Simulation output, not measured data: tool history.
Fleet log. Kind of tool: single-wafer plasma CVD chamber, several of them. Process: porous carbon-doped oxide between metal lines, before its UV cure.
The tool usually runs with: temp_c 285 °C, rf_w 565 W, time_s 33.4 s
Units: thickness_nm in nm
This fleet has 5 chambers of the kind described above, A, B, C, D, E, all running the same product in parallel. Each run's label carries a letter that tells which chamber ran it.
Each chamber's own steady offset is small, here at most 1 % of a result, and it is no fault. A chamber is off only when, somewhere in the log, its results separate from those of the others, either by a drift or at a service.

run,hour,temp_c,rf_w,time_s,hours since the last thermocouple change,hours since the last RF generator calibration,"read-back reference wafer on the same gauge, thickness_nm",thickness_nm
1B,13.3,285,565,33.4,652.7,1235.1,200.97,212.94
2E,21.1,285,565,33.4,524.1,1613.7,200.82,214.81
3A,35.8,285,565,33.4,240.9,803.8,201.20,215.22
4C,42.8,285,565,33.4,1946.5,679.3,200.95,212.18
5D,49.2,285,565,33.4,228.3,391.0,201.08,215.20
6E,56.9,285,565,33.4,559.9,1649.5,201.22,214.52
7D,67.1,285,565,33.4,246.2,408.9,200.80,212.63
8A,78.1,285,565,33.4,283.2,846.1,200.92,214.62
9B,91.2,285,565,33.4,730.6,1313.0,201.08,212.27
10C,100.3,285,565,33.4,2004.0,736.8,200.97,213.79
11A,111.0,285,565,33.4,316.1,879.0,201.05,214.61
12C,125.7,285,565,27.4,2029.4,762.2,200.89,175.53
13B,136.2,285,565,27.4,775.6,1358.0,200.89,175.76
14D,147.6,285,565,27.4,326.7,489.4,200.83,175.93
15E,158.3,285,565,27.4,661.3,1750.9,200.79,174.81
16B,170.8,285,565,27.4,810.2,1392.6,200.93,176.39
17D,178.5,280,495,33.4,357.6,520.3,201.04,201.87
18E,190.0,280,495,33.4,693.0,1782.6,200.95,200.02
19A,204.7,280,495,33.4,409.8,972.7,201.01,202.77
20C,212.5,280,495,33.4,2116.2,849.0,201.01,200.98
21D,221.8,280,495,33.4,400.9,563.6,200.92,202.32
# hour 234.5: chamber B: RF generator calibrated
22C,235.5,285,565,33.4,2139.2,872.0,200.91,210.94
# hour 240.9: chamber C: RF generator calibrated
23A,245.5,285,565,33.4,450.6,1013.5,200.84,215.59
24B,259.3,285,565,33.4,898.7,24.8,200.82,213.08
25E,271.7,271,565,33.4,774.7,1864.3,201.13,229.53
26D,282.0,271,565,33.4,461.1,623.8,200.89,234.31
27B,291.7,271,565,33.4,931.1,57.2,201.34,234.28
28C,300.5,271,565,33.4,2204.2,59.6,200.62,230.59
29E,312.8,271,565,33.4,815.8,1905.4,201.22,228.64
30A,322.6,285,630,33.4,527.7,1090.6,200.93,231.09
31C,337.3,285,630,33.4,2241.0,96.4,200.95,228.50
32B,352.0,285,630,33.4,991.4,117.5,201.14,228.17
33D,360.3,285,630,33.4,539.4,702.1,200.92,229.57
34E,368.1,285,630,33.4,871.1,1960.7,201.01,223.97
35A,382.4,298,565,33.4,587.5,1150.4,201.10,198.75
36E,394.6,298,565,33.4,897.6,1987.2,201.08,191.75
37B,401.6,298,565,33.4,1041.0,167.1,200.98,196.39
38C,409.2,298,565,33.4,2312.9,168.3,201.12,195.94
39A,423.7,298,565,33.4,628.8,1191.7,200.94,200.64
40D,432.1,285,565,33.4,611.2,773.9,200.97,213.42
41D,446.1,285,565,33.4,625.2,787.9,201.02,214.52
42E,456.4,285,565,33.4,959.4,2049.0,200.87,205.25

Decide between three cases: one chamber stands off from its peers, the gauge reading all wafers drifts, or nothing is wrong past each chamber's small offset. Where a chamber is off, say which and what most likely put it there.

Little by little, chamber E moves away from the other chambers.
Cause: delivered RF power below the setpoint (%) = 5.7.
The log might look much the same if the cause were instead: wafer temperature above the value expected at the setpoint (K).

Which of the 4 candidates below, each the usual settings with something changed and its results left as question marks, puts chamber E back in line with what the other chambers give on the usual settings?
In line here means within this much of the mean the other chambers give on the usual settings: thickness_nm 3.40 nm
43E-1,467.0,285,565,33.7,,,,?
43E-2,467.0,285,565,33.1,,,,?
43E-3,467.0,286,565,32.3,,,,?
43E-4,467.0,284,575,34.2,,,,?

Other chambers, usual settings, mean: thickness_nm 213.89 nm
run,thickness_nm
43E-1,207.83
43E-2,204.23
43E-3,198.21
43E-4,214.57
The answer is 43E-4, which returns the chamber to within the allowed miss of the others.
